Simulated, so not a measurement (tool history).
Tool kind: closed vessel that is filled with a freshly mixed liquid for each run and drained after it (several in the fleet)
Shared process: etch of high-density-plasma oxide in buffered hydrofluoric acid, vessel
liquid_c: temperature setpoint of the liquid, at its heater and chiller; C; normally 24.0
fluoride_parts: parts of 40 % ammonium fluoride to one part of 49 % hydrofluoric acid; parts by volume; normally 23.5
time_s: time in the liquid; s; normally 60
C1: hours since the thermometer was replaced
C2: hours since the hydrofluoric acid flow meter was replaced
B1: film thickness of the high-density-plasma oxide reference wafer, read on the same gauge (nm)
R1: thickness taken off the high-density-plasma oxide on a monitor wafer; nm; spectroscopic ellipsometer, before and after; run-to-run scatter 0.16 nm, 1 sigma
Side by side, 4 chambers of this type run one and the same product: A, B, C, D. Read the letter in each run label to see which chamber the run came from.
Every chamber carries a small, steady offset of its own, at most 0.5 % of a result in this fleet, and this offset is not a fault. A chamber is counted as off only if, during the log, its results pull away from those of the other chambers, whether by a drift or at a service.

run 1B hour=12.7 | liquid_c=24.0 fluoride_parts=23.5 time_s=60 | C1=1110.2 C2=56.1 | B1=100.010 | R1=34.002
run 2A hour=20.9 | liquid_c=24.0 fluoride_parts=23.5 time_s=60 | C1=983.3 C2=542.2 | B1=100.020 | R1=33.579
run 3C hour=34.4 | liquid_c=24.0 fluoride_parts=23.5 time_s=60 | C1=638.1 C2=615.5 | B1=100.000 | R1=34.143
run 4D hour=46.8 | liquid_c=24.0 fluoride_parts=23.5 time_s=60 | C1=1970.5 C2=69.3 | B1=100.000 | R1=33.687
run 5C hour=56.4 | liquid_c=24.0 fluoride_parts=23.5 time_s=60 | C1=660.1 C2=637.5 | B1=100.000 | R1=33.867
run 6B hour=70.6 | liquid_c=24.0 fluoride_parts=23.5 time_s=60 | C1=1168.1 C2=114.0 | B1=99.999 | R1=33.820
run 7D hour=82.4 | liquid_c=26.0 fluoride_parts=23.5 time_s=60 | C1=2006.1 C2=104.9 | B1=100.020 | R1=37.759
run 8A hour=89.0 | liquid_c=26.0 fluoride_parts=23.5 time_s=60 | C1=1051.4 C2=610.3 | B1=99.964 | R1=37.384
run 9B hour=100.2 | liquid_c=26.0 fluoride_parts=23.5 time_s=60 | C1=1197.7 C2=143.6 | B1=100.020 | R1=37.462
run 10D hour=112.5 | liquid_c=26.0 fluoride_parts=23.5 time_s=60 | C1=2036.2 C2=135.0 | B1=99.990 | R1=37.673
run 11A hour=123.9 | liquid_c=24.0 fluoride_parts=23.5 time_s=60 | C1=1086.3 C2=645.2 | B1=100.020 | R1=33.280
run 12C hour=135.2 | liquid_c=24.0 fluoride_parts=23.5 time_s=60 | C1=738.9 C2=716.3 | B1=100.020 | R1=34.158
run 13D hour=146.8 | liquid_c=24.0 fluoride_parts=23.5 time_s=60 | C1=2070.5 C2=169.3 | B1=100.030 | R1=33.601
run 14C hour=155.6 | liquid_c=24.0 fluoride_parts=23.5 time_s=60 | C1=759.3 C2=736.7 | B1=100.010 | R1=33.868
run 15B hour=167.5 | liquid_c=24.0 fluoride_parts=23.5 time_s=60 | C1=1265.0 C2=210.9 | B1=99.999 | R1=34.101
run 16A hour=181.7 | liquid_c=24.0 fluoride_parts=23.5 time_s=60 | C1=1144.1 C2=703.0 | B1=99.996 | R1=33.065
run 17C hour=193.8 | liquid_c=24.0 fluoride_parts=23.5 time_s=60 | C1=797.5 C2=774.9 | B1=99.964 | R1=34.228
run 18A hour=202.0 | liquid_c=24.0 fluoride_parts=27.5 time_s=60 | C1=1164.4 C2=723.3 | B1=100.000 | R1=29.521
run 19D hour=213.0 | liquid_c=24.0 fluoride_parts=27.5 time_s=60 | C1=2136.7 C2=235.5 | B1=99.985 | R1=30.040
run 20B hour=221.5 | liquid_c=24.0 fluoride_parts=27.5 time_s=60 | C1=1319.0 C2=264.9 | B1=99.979 | R1=30.273
run 21B hour=231.3 | liquid_c=24.0 fluoride_parts=27.5 time_s=60 | C1=1328.8 C2=274.7 | B1=100.020 | R1=30.706
run 22A hour=237.5 | liquid_c=24.0 fluoride_parts=23.5 time_s=60 | C1=1199.9 C2=758.8 | B1=100.020 | R1=32.720
run 23D hour=245.8 | liquid_c=24.0 fluoride_parts=23.5 time_s=60 | C1=2169.5 C2=268.3 | B1=99.982 | R1=33.723
run 24C hour=252.8 | liquid_c=24.0 fluoride_parts=23.5 time_s=60 | C1=856.5 C2=833.9 | B1=100.020 | R1=34.327
run 25C hour=265.1 | liquid_c=24.0 fluoride_parts=23.5 time_s=60 | C1=868.8 C2=846.2 | B1=99.976 | R1=33.997
run 26A hour=278.0 | liquid_c=24.0 fluoride_parts=23.5 time_s=60 | C1=1240.4 C2=799.3 | B1=100.040 | R1=32.227
run 27D hour=292.2 | liquid_c=24.0 fluoride_parts=23.5 time_s=60 | C1=2215.9 C2=314.7 | B1=100.030 | R1=33.505
run 28B hour=298.7 | liquid_c=24.0 fluoride_parts=23.5 time_s=60 | C1=1396.2 C2=342.1 | B1=100.030 | R1=33.856
run 29B hour=306.9 | liquid_c=24.0 fluoride_parts=23.5 time_s=60 | C1=1404.4 C2=350.3 | B1=99.997 | R1=33.817
run 30D hour=313.1 | liquid_c=24.0 fluoride_parts=23.5 time_s=60 | C1=2236.8 C2=335.6 | B1=100.000 | R1=33.903
run 31C hour=325.9 | liquid_c=24.0 fluoride_parts=23.5 time_s=60 | C1=929.6 C2=907.0 | B1=99.989 | R1=34.125
run 32A hour=332.4 | liquid_c=26.0 fluoride_parts=23.5 time_s=60 | C1=1294.8 C2=853.7 | B1=100.030 | R1=35.674
run 33D hour=341.1 | liquid_c=26.0 fluoride_parts=23.5 time_s=60 | C1=2264.8 C2=363.6 | B1=100.010 | R1=37.437
run 34C hour=354.7 | liquid_c=26.0 fluoride_parts=23.5 time_s=60 | C1=958.4 C2=935.8 | B1=99.977 | R1=37.980
run 35A hour=369.1 | liquid_c=26.0 fluoride_parts=23.5 time_s=60 | C1=1331.5 C2=890.4 | B1=100.010 | R1=35.275
run 36B hour=377.7 | liquid_c=24.0 fluoride_parts=23.5 time_s=60 | C1=1475.2 C2=421.1 | B1=100.000 | R1=34.325
run 37D hour=388.1 | liquid_c=20.5 fluoride_parts=23.5 time_s=40 | C1=2311.8 C2=410.6 | B1=100.020 | R1=18.449
run 38B hour=395.0 | liquid_c=20.5 fluoride_parts=23.5 time_s=40 | C1=1492.5 C2=438.4 | B1=100.010 | R1=18.574
run 39C hour=406.5 | liquid_c=20.5 fluoride_parts=23.5 time_s=40 | C1=1010.2 C2=987.6 | B1=99.992 | R1=18.628
run 40A hour=419.7 | liquid_c=20.5 fluoride_parts=23.5 time_s=40 | C1=1382.1 C2=941.0 | B1=99.999 | R1=17.451
run 41D hour=430.3 | liquid_c=24.0 fluoride_parts=23.5 time_s=60 | C1=2354.0 C2=452.8 | B1=100.020 | R1=33.707

Next, all 4 chambers run the settings below, one line each with question marks for the results. What does each chamber give?
run 42A hour=440.7 | liquid_c=24.0 fluoride_parts=23.5 time_s=60 | R1=?
run 42B hour=440.7 | liquid_c=24.0 fluoride_parts=23.5 time_s=60 | R1=?
run 42C hour=440.7 | liquid_c=24.0 fluoride_parts=23.5 time_s=60 | R1=?
run 42D hour=440.7 | liquid_c=24.0 fluoride_parts=23.5 time_s=60 | R1=?

run=42A R1=31.540
run=42B R1=34.173
run=42C R1=34.000
run=42D R1=33.784
